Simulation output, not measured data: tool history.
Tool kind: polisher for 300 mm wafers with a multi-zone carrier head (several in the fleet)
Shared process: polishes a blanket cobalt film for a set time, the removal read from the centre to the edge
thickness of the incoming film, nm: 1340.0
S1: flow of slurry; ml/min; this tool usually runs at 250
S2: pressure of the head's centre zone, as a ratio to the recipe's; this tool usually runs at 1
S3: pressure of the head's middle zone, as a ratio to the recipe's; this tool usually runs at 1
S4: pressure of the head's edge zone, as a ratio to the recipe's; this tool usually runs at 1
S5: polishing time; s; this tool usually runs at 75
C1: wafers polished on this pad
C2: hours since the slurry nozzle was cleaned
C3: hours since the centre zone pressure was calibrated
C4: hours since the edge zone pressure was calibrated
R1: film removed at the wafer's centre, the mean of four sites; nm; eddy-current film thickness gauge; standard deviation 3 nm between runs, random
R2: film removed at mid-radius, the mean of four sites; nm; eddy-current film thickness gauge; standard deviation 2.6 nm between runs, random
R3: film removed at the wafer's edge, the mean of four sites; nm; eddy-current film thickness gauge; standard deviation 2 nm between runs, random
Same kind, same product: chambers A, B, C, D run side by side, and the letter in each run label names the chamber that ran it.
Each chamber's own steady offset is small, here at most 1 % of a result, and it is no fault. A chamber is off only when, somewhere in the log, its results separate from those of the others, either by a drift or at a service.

run    day   S1  S2    S3  S4  S5    C1     C2     C3      C4      R1      R2      R3
 1B  0.371  250   1     1   1  75   233   68.9    227  1074.2  200.83  198.15  196.42
 2D  0.612  250   1     1   1  75  1180     82  352.3   317.6  196.09   197.9  200.95
 3C  0.871  250   1     1   1  75   396  256.3   51.9   721.2  195.67  200.87  194.06
 4A  1.125  250   1     1   1  75   227  179.9  380.9    44.3   200.2   196.5  191.28
     1.267  -- chamber D: worn pad replaced by a new one
 5D  1.454  250   1     1   1  75    31  102.2  372.5   337.8  200.39  197.92  197.13
 6C  1.662  250   1     1   1  75   528  275.3   70.9   740.2  201.36  196.75  195.67
 7B  1.892  250   1     1   1  75   487  105.4  263.5  1110.7  193.88  198.16  196.28
 8A  2.204  250   1     1   1  75   407  205.8  406.8    70.2  201.24  199.25  192.17
 9D  2.442  250   1     1   1  75   196  125.9  396.2   361.5  192.33  193.39  198.55
10C  2.775  250   1     1   1  75   714    302   97.6   766.9  196.22  201.22  197.14
     2.854  -- chamber B: edge zone pressure recalibrated
11B  2.946  250   1     1   1  75   663  130.7  288.8     2.3  194.29  195.56  197.94
12A  3.254  250   1     1   1  75   582    231    432    95.4  201.01  203.81  195.11
     3.396  -- chamber B: worn pad replaced by a new one
13B  3.479  250   1     1   1  75    14  143.5  301.6    15.1  201.07  200.21  198.08
14C  3.642  250   1     1   1  75   858  322.8  118.4   787.7   193.4  201.65  195.56
     3.783  -- chamber C: worn pad replaced by a new one
15D  3.921  250   1     1   1  75   442  161.4  431.7     397  193.09  192.86  197.86
16A  4.221  250   1     1   1  75   743  254.2  455.2   118.6  198.44  196.76  195.84
17A  4.583  250   1     1   1  75   803  262.9  463.9   127.3  202.97  197.86  196.63
18D  4.879  250   1     1   1  75   602  184.4  454.7     420   193.8  197.13  199.21
19C  5.121  250   1     1   1  75   223  358.3  153.9   823.2  190.14  197.82  199.63
     5.217  -- chamber C: slurry nozzle cleaned
20B  5.288  250   1     1   1  75   315  186.9    345    58.5  198.33  197.85  198.68
21D  5.529  250   1     1   1  75   711    200  470.3   435.6  197.17  196.04  200.49
22C  5.729  250   1     1   1  75   324   12.4  168.5   837.8  197.81  192.75  197.39
23A  5.983  250   1  1.05   1  50  1037  296.5  497.5   160.9  133.91  136.64  131.35
     6.117  -- chamber D: centre zone pressure recalibrated
24B  6.238  250   1  1.05   1  50   474  209.7  367.8    81.3  129.62   136.2  133.05
25A  6.488  250   1  1.05   1  50  1121  308.6  509.6     173  128.71   135.1  131.15
26C  6.671  250   1  1.05   1  50   481     35  191.1   860.4  132.85  138.75  131.55
27D  7.038  250   1     1   1  75   962  236.2   22.1   471.8  169.41  196.64  200.52
     7.121  -- chamber A: worn pad replaced by a new one
28B    7.4  250   1     1   1  75   668  237.6  395.7   109.2  200.36  195.33  195.16
29C  7.596  250   1     1   1  75   635   57.2  213.3   882.6  199.25   195.5   197.2
30A  7.867  250   1     1   1  75   124  341.7  542.7   206.1  197.72  194.65  194.29
31D  8.042  250   1     1   1  75  1129  260.3   46.2   495.9  178.62  195.88  199.03
32B  8.221  300   1   1.1   1  75   805  257.3  415.4   128.9  196.74  217.83  199.51
33B  8.533  300   1   1.1   1  75   857  264.8  422.9   136.4  203.83  215.37  197.94
34D  8.842  300   1   1.1   1  75  1263  279.5   65.4   515.1  173.79  214.07  203.32
     9.067  -- chamber C: worn pad replaced by a new one
35C  9.104  300   1   1.1   1  75     6   93.4  249.5   918.8  199.75  216.56  195.14
36A  9.383  250   1     1   1  75   377  378.1  579.1   242.5  206.12   194.6  194.31
37A  9.733  250   1     1   1  75   435  386.5  587.5   250.9  195.47  201.17  199.12

Next, every chamber runs the same settings. What will each give?
38A   10  200   1   1   1  75                   ?   ?   ?
38B   10  200   1   1   1  75                   ?   ?   ?
38C   10  200   1   1   1  75                   ?   ?   ?
38D   10  200   1   1   1  75                   ?   ?   ?

run      R1      R2      R3
38A  195.96  195.04  189.95
38B  185.96     192  188.92
38C  193.23  191.52  190.62
38D  164.89  183.52   191.3
